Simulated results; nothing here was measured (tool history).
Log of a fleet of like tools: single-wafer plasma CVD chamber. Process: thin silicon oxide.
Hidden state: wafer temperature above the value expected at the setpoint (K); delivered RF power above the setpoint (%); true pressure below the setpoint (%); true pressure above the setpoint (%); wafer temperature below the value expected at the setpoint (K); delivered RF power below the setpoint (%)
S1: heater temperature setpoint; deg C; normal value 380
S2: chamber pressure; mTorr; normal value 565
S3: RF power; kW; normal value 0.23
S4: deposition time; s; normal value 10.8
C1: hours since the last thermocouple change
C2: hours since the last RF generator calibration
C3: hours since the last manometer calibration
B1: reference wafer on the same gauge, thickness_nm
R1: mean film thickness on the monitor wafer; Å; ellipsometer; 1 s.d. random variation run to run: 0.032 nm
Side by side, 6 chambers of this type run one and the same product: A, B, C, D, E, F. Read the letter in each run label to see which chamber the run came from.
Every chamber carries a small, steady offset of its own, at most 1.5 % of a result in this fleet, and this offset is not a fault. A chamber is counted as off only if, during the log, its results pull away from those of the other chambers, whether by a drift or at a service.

run,hour,S1,S2,S3,S4,C1,C2,C3,B1,R1
1E,3.8,380,565,0.23,10.8,622.9,2378.9,1958.4,10.8,125.65
2B,8.4,380,565,0.23,10.8,486.1,1287.5,1817.2,10.805,125.83
3D,13.4,380,565,0.23,10.8,370.2,404,1111.3,10.805,125.37
4F,20,380,565,0.23,10.8,104.7,670.3,1464.3,10.795,123.79
5C,26.9,380,565,0.23,10.8,708.9,75.2,722.4,10.796,124.5
6A,30.2,380,565,0.23,11.5,2512.3,135.1,1392.1,10.803,133.23
7A,34.5,380,565,0.23,11.5,2516.6,139.4,1396.4,10.793,133.71
8B,39.9,380,565,0.23,11.5,517.6,1319,1848.7,10.798,133.29
9C,44.6,380,565,0.23,11.5,726.6,92.9,740.1,10.803,132.73
10F,51.1,380,565,0.23,11.5,135.8,701.4,1495.4,10.797,132.23
11D,57.3,380,565,0.23,11.5,414.1,447.9,1155.2,10.802,132.85
12E,63.9,380,565,0.23,10.8,683,2439,2018.5,10.795,125.93
13F,67,380,565,0.23,10.8,151.7,717.3,1511.3,10.796,123.89
14A,70.8,380,565,0.23,10.8,2552.9,175.7,1432.7,10.802,125.49
15D,77,380,565,0.23,10.8,433.8,467.6,1174.9,10.796,125.12
16E,81.6,380,565,0.26,9.5,700.7,2456.7,2036.2,10.804,116.96
17C,88.1,380,565,0.26,9.5,770.1,136.4,783.6,10.802,115.67
18B,91.1,380,565,0.26,9.5,568.8,1370.2,1899.9,10.802,116.51
19F,94.9,380,565,0.26,9.5,179.6,745.2,1539.2,10.805,114.74
20A,101.1,380,565,0.26,9.5,2583.2,206,1463,10.801,116.45
21E,104.6,380,565,0.26,9.5,723.7,2479.7,2059.2,10.8,117.08
22B,108.8,380,565,0.23,10.8,586.5,1387.9,1917.6,10.806,126.2
23D,114.5,380,565,0.23,10.8,471.3,505.1,1212.4,10.799,124.95
24C,119.5,380,565,0.23,10.8,801.5,167.8,815,10.799,124.71
25F,124.3,380,669,0.23,8.7,209,774.6,1568.6,10.802,119.22
26A,128.4,380,669,0.23,8.7,2610.5,233.3,1490.3,10.799,120.61
27E,134.8,380,669,0.23,8.7,753.9,2509.9,2089.4,10.803,121.1
# hour 135.9: chamber F: capacitance manometer re-zeroed and calibrated
28D,141,380,669,0.23,8.7,497.8,531.6,1238.9,10.801,120.83
29C,144.7,380,669,0.23,8.7,826.7,193,840.2,10.805,120.16
30B,149.1,380,669,0.23,8.7,626.8,1428.2,1957.9,10.799,121.62
31E,153.4,380,565,0.23,10.8,772.5,2528.5,2108,10.795,125.26
32F,159.2,380,565,0.23,10.8,243.9,809.5,23.4,10.802,124.17
33D,164.6,380,565,0.23,10.8,521.4,555.2,1262.5,10.804,125.05
34B,168.8,380,565,0.255,10.8,646.5,1447.9,1977.6,10.796,131.74
35A,174.2,380,565,0.255,10.8,2656.3,279.1,1536.1,10.8,131.82
# hour 178.4: chamber E: RF generator calibrated
36C,180.8,380,565,0.255,10.8,862.8,229.1,876.3,10.793,129.87
37A,185,380,565,0.255,10.8,2667.1,289.9,1546.9,10.795,131.62
# hour 185.6: chamber A: thermocouple changed; heater temperature recalibrated
# hour 186.9: chamber A: capacitance manometer re-zeroed and calibrated
38E,191,380,565,0.255,10.8,810.1,12.6,2145.6,10.794,131.18
39F,196.9,380,565,0.255,10.8,281.6,847.2,61.1,10.8,130.54
40C,202.8,380,565,0.23,10.8,884.8,251.1,898.3,10.796,124.05
41D,207.9,380,565,0.23,10.8,564.7,598.5,1305.8,10.802,124.73
42B,212.6,380,565,0.23,10.8,690.3,1491.7,2021.4,10.794,125.36
43D,216.3,380,565,0.23,10.8,573.1,606.9,1314.2,10.797,125.48
44A,220.3,380,565,0.23,10.8,34.8,325.2,33.5,10.8,124.87

Has any chamber moved away from the others, gradually or after a service, or does the common gauge drift, or do the chambers differ only by their own small steady offsets? State the chamber and the most likely cause if one applies.

All chambers stay in line apart from their small fixed offsets, and the gauge does not drift.

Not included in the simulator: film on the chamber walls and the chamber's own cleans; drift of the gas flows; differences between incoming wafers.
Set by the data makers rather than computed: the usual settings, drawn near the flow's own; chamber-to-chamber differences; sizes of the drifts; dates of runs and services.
